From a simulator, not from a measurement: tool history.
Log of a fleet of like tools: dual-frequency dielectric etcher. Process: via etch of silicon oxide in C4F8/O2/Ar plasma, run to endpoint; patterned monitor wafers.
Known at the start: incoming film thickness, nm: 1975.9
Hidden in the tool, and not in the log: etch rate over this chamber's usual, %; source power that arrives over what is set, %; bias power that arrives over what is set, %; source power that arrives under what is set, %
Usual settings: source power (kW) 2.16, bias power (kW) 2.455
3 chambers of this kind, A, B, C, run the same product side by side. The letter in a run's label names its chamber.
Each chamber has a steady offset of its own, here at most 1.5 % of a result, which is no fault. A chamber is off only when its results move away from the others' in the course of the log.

run   hour  source power (kW)  bias power (kW)  hours since the last wet clean  hours since the last source power generator calibration  hours since the last bias power generator calibration  endpoint time (s)
 1B    4.5               2.16            2.455                           456.6                                                    599.5                                                 1412.1             356.68
 2A    8.7               2.16            2.455                           413.8                                                   3627.3                                                 2228.2             353.16
 3C   12.9               2.16            2.455                           233.9                                                    233.6                                                  729.9             351.69
 4C   18.4               2.16            2.455                           239.4                                                    239.1                                                  735.4             351.89
 5B     23               2.16            2.455                           475.1                                                      618                                                 1430.6             355.12
 6A   26.7               2.16            2.455                           431.8                                                   3645.3                                                 2246.2              352.3
 7B   33.4               2.16            2.455                           485.5                                                    628.4                                                   1441             355.01
 8C   39.7               2.16             2.84                           260.7                                                    260.4                                                  756.7             337.51
 9A   44.2               2.16             2.84                           449.3                                                   3662.8                                                 2263.7             339.18
10C   50.7               2.16             2.84                           271.7                                                    271.4                                                  767.7             334.44
11A   56.8               2.16            2.455                           461.9                                                   3675.4                                                 2276.3             354.02
12B     63               2.16            2.455                           515.1                                                      658                                                 1470.6             355.87
13A   67.8               2.16            2.812                           472.9                                                   3686.4                                                 2287.3             340.39
14B   73.7               2.16            2.812                           525.8                                                    668.7                                                 1481.3             341.62
15C   77.6               2.16            2.812                           298.6                                                    298.3                                                  794.6             333.19
      80.7  -- chamber B: wet clean of the chamber
16B   81.4               2.16            2.455                             0.7                                                    676.4                                                   1489             354.08
17C   84.9               2.16            2.455                           305.9                                                    305.6                                                  801.9             343.55
18A   90.7               2.16            2.455                           495.8                                                   3709.3                                                 2310.2             349.72
19C   97.4               2.43            2.455                           318.4                                                    318.1                                                  814.4             327.67
20A  103.3               2.43            2.455                           508.4                                                   3721.9                                                 2322.8             338.52
21B  107.5               2.43            2.455                            26.8                                                    702.5                                                 1515.1             340.14
22C  112.1               2.16            2.455                           333.1                                                    332.8                                                  829.1             339.98

Is one chamber off against the others, does the gauge drift, or is nothing wrong? If a chamber is off, say which, and what the likeliest cause is.

Chamber C drifts away from the others.
Cause: etch rate over this chamber's usual, % = 4.08.

Here are 4 candidates for chamber C's next run, each the usual settings with a change, their results left as question marks. Which one brings its results back in line with what the others give on the usual settings?
In line means no further than this from the other chambers' mean on the usual settings: endpoint time (s) 4.9
23C-1  116.9               2.16            2.053                                                                                                                                                                  ?
23C-2  116.9               2.16            1.889                                                                                                                                                                  ?
23C-3  116.9               2.61            2.455                                                                                                                                                                  ?
23C-4  116.9               2.33            2.596                                                                                                                                                                  ?

The other chambers' mean on the usual settings: endpoint time (s) 354.72
  run  endpoint time (s)
23C-1             356.79
23C-2             365.17
23C-3             314.29
23C-4             323.51
23C-1 brings the chamber back in line.
